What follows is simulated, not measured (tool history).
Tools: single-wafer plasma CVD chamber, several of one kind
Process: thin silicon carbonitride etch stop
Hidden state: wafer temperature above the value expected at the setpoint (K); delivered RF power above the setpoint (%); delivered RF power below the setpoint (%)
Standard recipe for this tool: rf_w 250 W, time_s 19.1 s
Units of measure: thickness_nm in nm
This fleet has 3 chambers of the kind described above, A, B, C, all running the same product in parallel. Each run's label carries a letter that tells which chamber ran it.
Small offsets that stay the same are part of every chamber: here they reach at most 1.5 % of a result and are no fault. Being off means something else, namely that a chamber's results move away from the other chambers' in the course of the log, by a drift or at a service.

run,hour,rf_w,time_s,hours since the last thermocouple change,hours since the last RF generator calibration,"read-back reference wafer on the same gauge, thickness_nm",thickness_nm
1A,4.9,250,19.1,360.4,901.4,12.603,11.7440
2B,10.4,250,19.1,1509.0,367.6,12.592,11.5980
3C,13.4,250,19.1,1193.7,640.2,12.595,11.4980
4A,17.6,250,19.1,373.1,914.1,12.586,11.6540
5C,22.2,215,22.7,1202.5,649.0,12.593,13.0750
6B,25.1,215,22.7,1523.7,382.3,12.590,13.1910
7A,30.9,215,22.7,386.4,927.4,12.603,13.3270
8C,36.8,220,22.6,1217.1,663.6,12.608,13.0680
9B,39.6,220,22.6,1538.2,396.8,12.611,13.1880
10A,42.4,220,22.6,397.9,938.9,12.597,13.2470
11C,48.4,250,19.1,1228.7,675.2,12.600,11.5030
12B,52.8,250,19.1,1551.4,410.0,12.607,11.6250
13B,57.1,250,19.1,1555.7,414.3,12.583,11.6600
14C,60.5,250,19.1,1240.8,687.3,12.597,11.4860
15A,63.9,250,19.1,419.4,960.4,12.598,11.7160
16A,70.4,250,19.1,425.9,966.9,12.598,11.6780
17B,76.7,270,16.1,1575.3,433.9,12.602,9.9903
18C,79.9,270,16.1,1260.2,706.7,12.608,9.9327
19A,84.0,270,16.1,439.5,980.5,12.613,10.0020
20C,88.6,250,19.1,1268.9,715.4,12.602,11.5540
21B,92.4,250,19.1,1591.0,449.6,12.593,11.5800
22B,98.0,250,19.1,1596.6,455.2,12.615,11.6340
23A,101.9,250,19.1,457.4,998.4,12.603,11.6640
24C,105.7,230,21.1,1286.0,732.5,12.603,12.3940
25B,110.1,230,21.1,1608.7,467.3,12.591,12.5090

Does one chamber stand apart from the rest, does the shared gauge drift, or is all well apart from small per-chamber offsets? Give the chamber and the most likely cause, where there is one.

No chamber is off and the gauge is stable; the differences are just each chamber's small, constant offset.
